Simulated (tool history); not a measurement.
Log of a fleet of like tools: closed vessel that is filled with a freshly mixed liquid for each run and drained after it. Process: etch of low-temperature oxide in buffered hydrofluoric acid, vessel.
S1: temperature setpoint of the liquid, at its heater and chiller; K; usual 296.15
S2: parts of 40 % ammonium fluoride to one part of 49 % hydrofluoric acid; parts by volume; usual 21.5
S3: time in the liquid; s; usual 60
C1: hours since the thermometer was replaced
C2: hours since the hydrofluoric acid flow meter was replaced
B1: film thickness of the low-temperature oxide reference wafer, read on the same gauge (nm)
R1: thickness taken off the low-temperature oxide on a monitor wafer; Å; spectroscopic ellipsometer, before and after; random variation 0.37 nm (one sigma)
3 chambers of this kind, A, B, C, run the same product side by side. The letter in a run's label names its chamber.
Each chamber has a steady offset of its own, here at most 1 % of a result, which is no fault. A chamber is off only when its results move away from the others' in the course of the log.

run     day      S1    S2  S3      C1     C2      B1      R1
 1B   0.246  296.15  21.5  60   264.5  140.8  60.016  853.77
 2A   0.492  296.15  21.5  60    1572  449.8  59.986  865.62
 3C   0.783  296.15  21.5  60  1324.7  690.1  60.001  852.35
 4A   1.196  296.15  21.5  60  1588.9  466.7  59.974  857.59
 5B   1.517  296.15  21.5  60     295  171.3  60.016  857.07
 6C   1.758  296.15  21.5  60  1348.1  713.5  59.986  850.64
 7B   2.104  296.15  21.5  60   309.1  185.4  59.919  854.57
 8A   2.546  296.15  21.5  60  1621.3  499.1  60.012  854.82
 9C   2.979  296.15  21.5  60  1377.4  742.8  59.989  851.91
10B   3.396  296.15  21.5  60   340.1  216.4  59.992  862.14
11C   3.638  296.15  21.5  60  1393.2  758.6  60.014  852.11
12A   4.004  296.15  21.5  60  1656.3  534.1  59.973  849.47
13A   4.375  297.65  21.5  60  1665.2    543  59.999  928.59
14B   4.675  297.65  21.5  60   370.8  247.1   59.96  935.38
15C   5.058  297.65  21.5  60  1427.3  792.7  59.967  926.42
16B   5.258  299.65  21.5  60   384.8  261.1  60.008  1049.5
17A   5.596  299.65  21.5  60  1694.5  572.3  59.982  1026.6
        5.6  -- chamber A: thermometer replaced
18C    6.05  299.65  21.5  60  1451.1  816.5  60.011  1035.5
19A   6.367  296.15  21.5  60    18.4  590.8   59.99  847.06
20C   6.746  296.15  21.5  60  1467.8  833.2  59.942  851.14
21B   6.983  296.15    16  60   426.2  302.5   60.02    1129
22B   7.225  296.15    16  60     432  308.3  59.977  1115.9
23C   7.517  296.15    16  60  1486.3  851.7  60.016  1119.5
24A   7.825  296.15  21.5  60    53.4  625.8  60.012  845.43
25B   8.042  296.15  21.5  60   451.6  327.9  60.039  861.32
26A   8.321  296.15  21.5  60    65.3  637.7  60.009   847.2
27C     8.7  296.15  21.5  60  1514.7  880.1  59.992  847.74
28C   9.062  296.15  15.5  60  1523.4  888.8      60  1168.2
29B   9.404  296.15  15.5  60   484.3  360.6  59.991  1158.8
30A   9.721  296.15  15.5  60    98.9  671.3  60.001  1117.9
31C  10.088  296.15  21.5  60    1548  913.4  59.942  851.42
32B  10.442  296.15  21.5  60   509.2  385.5  60.056  857.79

All 3 chambers run these settings next. Forecast each chamber's results:
33A  10.771  296.15  21.5  60               ?
33B  10.771  296.15  21.5  60               ?
33C  10.771  296.15  21.5  60               ?

run      R1
33A  829.36
33B  861.44
33C  852.08

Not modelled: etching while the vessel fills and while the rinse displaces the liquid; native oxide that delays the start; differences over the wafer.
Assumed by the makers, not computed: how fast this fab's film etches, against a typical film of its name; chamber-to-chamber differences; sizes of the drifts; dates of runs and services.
